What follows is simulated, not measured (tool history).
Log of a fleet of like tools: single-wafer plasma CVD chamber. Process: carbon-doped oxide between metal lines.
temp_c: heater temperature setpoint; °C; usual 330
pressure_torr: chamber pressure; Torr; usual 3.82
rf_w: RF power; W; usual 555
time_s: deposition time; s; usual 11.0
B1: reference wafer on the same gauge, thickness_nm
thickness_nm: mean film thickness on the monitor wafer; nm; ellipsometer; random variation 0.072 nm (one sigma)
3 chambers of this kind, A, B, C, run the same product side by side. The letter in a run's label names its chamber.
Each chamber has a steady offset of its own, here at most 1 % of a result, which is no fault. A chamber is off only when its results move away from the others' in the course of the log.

{"run": "1B", "day": 0.279, "temp_c": 330, "pressure_torr": 3.82, "rf_w": 555, "time_s": 11.0, "B1": 67.316, "thickness_nm": 62.686}
{"run": "2C", "day": 0.733, "temp_c": 330, "pressure_torr": 3.82, "rf_w": 555, "time_s": 11.0, "B1": 67.334, "thickness_nm": 62.032}
{"run": "3A", "day": 1.067, "temp_c": 330, "pressure_torr": 3.82, "rf_w": 555, "time_s": 11.0, "B1": 67.367, "thickness_nm": 62.077}
{"run": "4B", "day": 1.375, "temp_c": 330, "pressure_torr": 3.82, "rf_w": 555, "time_s": 11.0, "B1": 67.35, "thickness_nm": 62.694}
{"run": "5A", "day": 1.642, "temp_c": 330, "pressure_torr": 3.16, "rf_w": 650, "time_s": 11.0, "B1": 67.371, "thickness_nm": 66.991}
{"run": "6C", "day": 2.117, "temp_c": 330, "pressure_torr": 3.16, "rf_w": 650, "time_s": 11.0, "B1": 67.407, "thickness_nm": 67.182}
{"run": "7B", "day": 2.496, "temp_c": 330, "pressure_torr": 3.16, "rf_w": 650, "time_s": 11.0, "B1": 67.407, "thickness_nm": 67.729}
{"run": "8C", "day": 2.933, "temp_c": 330, "pressure_torr": 2.9, "rf_w": 490, "time_s": 11.0, "B1": 67.438, "thickness_nm": 55.926}
{"run": "9A", "day": 3.404, "temp_c": 330, "pressure_torr": 2.9, "rf_w": 490, "time_s": 11.0, "B1": 67.436, "thickness_nm": 56.2}
{"run": "10C", "day": 3.85, "temp_c": 330, "pressure_torr": 2.9, "rf_w": 490, "time_s": 11.0, "B1": 67.477, "thickness_nm": 55.938}
{"run": "11A", "day": 4.108, "temp_c": 330, "pressure_torr": 3.82, "rf_w": 555, "time_s": 11.0, "B1": 67.491, "thickness_nm": 62.259}
{"run": "12B", "day": 4.458, "temp_c": 330, "pressure_torr": 3.82, "rf_w": 555, "time_s": 11.0, "B1": 67.494, "thickness_nm": 62.798}
{"run": "13A", "day": 4.825, "temp_c": 330, "pressure_torr": 3.82, "rf_w": 555, "time_s": 11.0, "B1": 67.49, "thickness_nm": 62.301}
{"run": "14B", "day": 5.283, "temp_c": 330, "pressure_torr": 3.82, "rf_w": 555, "time_s": 11.0, "B1": 67.534, "thickness_nm": 62.743}
{"run": "15C", "day": 5.612, "temp_c": 330, "pressure_torr": 3.82, "rf_w": 555, "time_s": 11.0, "B1": 67.542, "thickness_nm": 62.427}
{"run": "16A", "day": 5.896, "temp_c": 341, "pressure_torr": 3.82, "rf_w": 645, "time_s": 11.0, "B1": 67.561, "thickness_nm": 65.753}
{"run": "17C", "day": 6.2, "temp_c": 341, "pressure_torr": 3.82, "rf_w": 645, "time_s": 11.0, "B1": 67.58, "thickness_nm": 65.824}
{"run": "18B", "day": 6.446, "temp_c": 341, "pressure_torr": 3.82, "rf_w": 645, "time_s": 11.0, "B1": 67.581, "thickness_nm": 66.53}
{"run": "19C", "day": 6.692, "temp_c": 330, "pressure_torr": 3.82, "rf_w": 555, "time_s": 9.7, "B1": 67.595, "thickness_nm": 54.981}
{"run": "20B", "day": 6.983, "temp_c": 330, "pressure_torr": 3.82, "rf_w": 555, "time_s": 9.7, "B1": 67.593, "thickness_nm": 55.535}
{"run": "21A", "day": 7.258, "temp_c": 330, "pressure_torr": 3.82, "rf_w": 555, "time_s": 9.7, "B1": 67.614, "thickness_nm": 55.153}

All 3 chambers run these settings next. Forecast each chamber's results:
{"run": "22A", "day": 7.625, "temp_c": 330, "pressure_torr": 3.82, "rf_w": 555, "time_s": 11.0, "thickness_nm": "?"}
{"run": "22B", "day": 7.625, "temp_c": 330, "pressure_torr": 3.82, "rf_w": 555, "time_s": 11.0, "thickness_nm": "?"}
{"run": "22C", "day": 7.625, "temp_c": 330, "pressure_torr": 3.82, "rf_w": 555, "time_s": 11.0, "thickness_nm": "?"}

run=22A thickness_nm=62.396
run=22B thickness_nm=62.928
run=22C thickness_nm=62.432

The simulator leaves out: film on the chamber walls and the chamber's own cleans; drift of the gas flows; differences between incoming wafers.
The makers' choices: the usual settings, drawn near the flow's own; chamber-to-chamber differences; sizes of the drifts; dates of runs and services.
